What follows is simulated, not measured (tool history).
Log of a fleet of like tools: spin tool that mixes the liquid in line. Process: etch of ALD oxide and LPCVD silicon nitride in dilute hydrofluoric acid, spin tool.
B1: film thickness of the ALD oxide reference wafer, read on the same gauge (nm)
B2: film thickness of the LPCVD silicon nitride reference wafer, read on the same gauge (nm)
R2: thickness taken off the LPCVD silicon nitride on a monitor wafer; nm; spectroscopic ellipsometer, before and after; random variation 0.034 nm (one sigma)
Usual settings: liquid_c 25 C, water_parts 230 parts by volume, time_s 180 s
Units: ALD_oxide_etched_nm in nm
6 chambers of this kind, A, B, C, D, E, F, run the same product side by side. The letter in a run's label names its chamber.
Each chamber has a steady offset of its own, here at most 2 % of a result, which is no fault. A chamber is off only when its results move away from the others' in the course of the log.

Run 1C, hour 6.4: usual settings; B1 49.979; B2 49.99. Result: ALD_oxide_etched_nm 6.9818 nm, R2 0.51913 nm.
Run 2E, hour 13.9: usual settings; B1 49.993; B2 49.986. Result: ALD_oxide_etched_nm 6.9595 nm, R2 0.46977 nm.
Run 3D, hour 20.2: usual settings; B1 49.997; B2 49.993. Result: ALD_oxide_etched_nm 6.9007 nm, R2 0.46743 nm.
Run 4B, hour 24.8: usual settings; B1 49.977; B2 50.033. Result: ALD_oxide_etched_nm 6.9469 nm, R2 0.39185 nm.
Run 5F, hour 31.7: usual settings; B1 50.024; B2 49.979. Result: ALD_oxide_etched_nm 6.8404 nm, R2 0.51058 nm.
Run 6A, hour 37.2: usual settings; B1 49.984; B2 50.016. Result: ALD_oxide_etched_nm 6.978 nm, R2 0.4638 nm.
Run 7B, hour 42.3: usual settings; B1 49.958; B2 49.971. Result: ALD_oxide_etched_nm 7.1023 nm, R2 0.46468 nm.
Run 8A, hour 49.1: usual settings; B1 50.037; B2 49.968. Result: ALD_oxide_etched_nm 6.8959 nm, R2 0.44087 nm.
Run 9E, hour 55: usual settings but time_s 220 s; B1 50.004; B2 49.996. Result: ALD_oxide_etched_nm 8.4843 nm, R2 0.59199 nm.
Run 10F, hour 61.7: usual settings but time_s 220 s; B1 49.984; B2 49.985. Result: ALD_oxide_etched_nm 8.4342 nm, R2 0.5805 nm.
Run 11C, hour 65.9: usual settings but time_s 220 s; B1 49.987; B2 50.03. Result: ALD_oxide_etched_nm 8.6695 nm, R2 0.49776 nm.
Run 12D, hour 71.2: usual settings but time_s 220 s; B1 50.032; B2 49.979. Result: ALD_oxide_etched_nm 8.4875 nm, R2 0.58404 nm.
Run 13D, hour 74.8: usual settings but time_s 220 s; B1 50.005; B2 49.944. Result: ALD_oxide_etched_nm 8.3848 nm, R2 0.50129 nm.
Run 14B, hour 82.6: usual settings but time_s 220 s; B1 49.97; B2 49.932. Result: ALD_oxide_etched_nm 8.4663 nm, R2 0.62334 nm.
Run 15A, hour 86.8: usual settings but liquid_c 22 C; B1 50.017; B2 50.037. Result: ALD_oxide_etched_nm 6.1832 nm, R2 0.36296 nm.
Run 16F, hour 92.7: usual settings but liquid_c 22 C; B1 50.017; B2 50.024. Result: ALD_oxide_etched_nm 6.2076 nm, R2 0.37504 nm.
Run 17E, hour 96.3: usual settings but liquid_c 22 C; B1 49.948; B2 49.958. Result: ALD_oxide_etched_nm 6.2001 nm, R2 0.42449 nm.
Run 18C, hour 102.8: usual settings but liquid_c 22 C; B1 49.999; B2 49.984. Result: ALD_oxide_etched_nm 6.2668 nm, R2 0.38633 nm.
Run 19B, hour 108.9: usual settings but liquid_c 22 C; B1 49.989; B2 49.985. Result: ALD_oxide_etched_nm 6.2512 nm, R2 0.41114 nm.
Run 20F, hour 113.3: usual settings but liquid_c 22 C; B1 49.995; B2 50.006. Result: ALD_oxide_etched_nm 6.1425 nm, R2 0.34909 nm.
Run 21C, hour 116.9: usual settings; B1 50.025; B2 50.02. Result: ALD_oxide_etched_nm 7.0207 nm, R2 0.42797 nm.
Run 22D, hour 124.2: usual settings; B1 49.986; B2 50.005. Result: ALD_oxide_etched_nm 6.8832 nm, R2 0.44476 nm.
Run 23E, hour 128.2: usual settings; B1 49.985; B2 49.988. Result: ALD_oxide_etched_nm 6.9056 nm, R2 0.4499 nm.
Run 24A, hour 133.6: usual settings; B1 50.004; B2 49.991. Result: ALD_oxide_etched_nm 6.8417 nm, R2 0.49644 nm.
Run 25C, hour 137.8: usual settings but water_parts 120 parts by volume, time_s 255 s; B1 49.994; B2 49.999. Result: ALD_oxide_etched_nm 21.584 nm, R2 1.2054 nm.
Run 26D, hour 143.8: usual settings but water_parts 120 parts by volume, time_s 255 s; B1 49.979; B2 50.016. Result: ALD_oxide_etched_nm 21.078 nm, R2 1.2137 nm.
Run 27E, hour 151.2: usual settings but water_parts 120 parts by volume, time_s 255 s; B1 49.983; B2 49.996. Result: ALD_oxide_etched_nm 20.957 nm, R2 1.3961 nm.
Run 28F, hour 159: usual settings but water_parts 120 parts by volume, time_s 255 s; B1 49.987; B2 49.975. Result: ALD_oxide_etched_nm 21.402 nm, R2 1.356 nm.
Run 29B, hour 162.6: usual settings but water_parts 120 parts by volume, time_s 255 s; B1 49.998; B2 49.939. Result: ALD_oxide_etched_nm 21.417 nm, R2 1.1464 nm.
Run 30A, hour 166.9: usual settings but water_parts 120 parts by volume, time_s 255 s; B1 49.991; B2 50. Result: ALD_oxide_etched_nm 21.171 nm, R2 1.1548 nm.
Run 31A, hour 173.3: usual settings; B1 50.012; B2 49.984. Result: ALD_oxide_etched_nm 6.9449 nm, R2 0.41694 nm.
Run 32D, hour 180.4: usual settings; B1 50.016; B2 50.051. Result: ALD_oxide_etched_nm 6.8592 nm, R2 0.44577 nm.
Run 33E, hour 184.5: usual settings; B1 50.03; B2 49.981. Result: ALD_oxide_etched_nm 6.9371 nm, R2 0.49178 nm.
Run 34C, hour 189.7: usual settings; B1 50.009; B2 49.997. Result: ALD_oxide_etched_nm 6.94 nm, R2 0.49705 nm.
Run 35B, hour 196.7: usual settings; B1 49.985; B2 49.966. Result: ALD_oxide_etched_nm 7.0011 nm, R2 0.4816 nm.
Run 36F, hour 200.5: usual settings; B1 50.006; B2 50.024. Result: ALD_oxide_etched_nm 6.9088 nm, R2 0.48082 nm.
Run 37C, hour 207.5: usual settings; B1 49.989; B2 49.975. Result: ALD_oxide_etched_nm 6.9841 nm, R2 0.44736 nm.
Run 38A, hour 214.3: usual settings; B1 50.014; B2 50.007. Result: ALD_oxide_etched_nm 6.9168 nm, R2 0.48498 nm.
Run 39B, hour 219.5: usual settings; B1 49.998; B2 49.985. Result: ALD_oxide_etched_nm 7.0392 nm, R2 0.42006 nm.
Run 40D, hour 223.1: usual settings; B1 50.003; B2 49.996. Result: ALD_oxide_etched_nm 7.0021 nm, R2 0.46531 nm.
Run 41E, hour 228.6: usual settings; B1 49.97; B2 50.02. Result: ALD_oxide_etched_nm 6.9224 nm, R2 0.47597 nm.
Run 42F, hour 236.9: usual settings; B1 49.987; B2 49.988. Result: ALD_oxide_etched_nm 6.9098 nm, R2 0.4794 nm.
Run 43C, hour 242.9: usual settings; B1 50.011; B2 49.983. Result: ALD_oxide_etched_nm 6.9633 nm, R2 0.44445 nm.

All 6 chambers run these settings next. Forecast each chamber's results:
Run 44A, hour 248.9: usual settings but time_s 145 s. Result: ALD_oxide_etched_nm ?, R2 ?.
Run 44B, hour 248.9: usual settings but time_s 145 s. Result: ALD_oxide_etched_nm ?, R2 ?.
Run 44C, hour 248.9: usual settings but time_s 145 s. Result: ALD_oxide_etched_nm ?, R2 ?.
Run 44D, hour 248.9: usual settings but time_s 145 s. Result: ALD_oxide_etched_nm ?, R2 ?.
Run 44E, hour 248.9: usual settings but time_s 145 s. Result: ALD_oxide_etched_nm ?, R2 ?.
Run 44F, hour 248.9: usual settings but time_s 145 s. Result: ALD_oxide_etched_nm ?, R2 ?.

run  ALD_oxide_etched_nm       R2
44A               5.5005  0.36503
44B               5.6091  0.36373
44C               5.6688  0.38281
44D               5.5294   0.3724
44E               5.5177  0.42385
44F               5.5135  0.42162
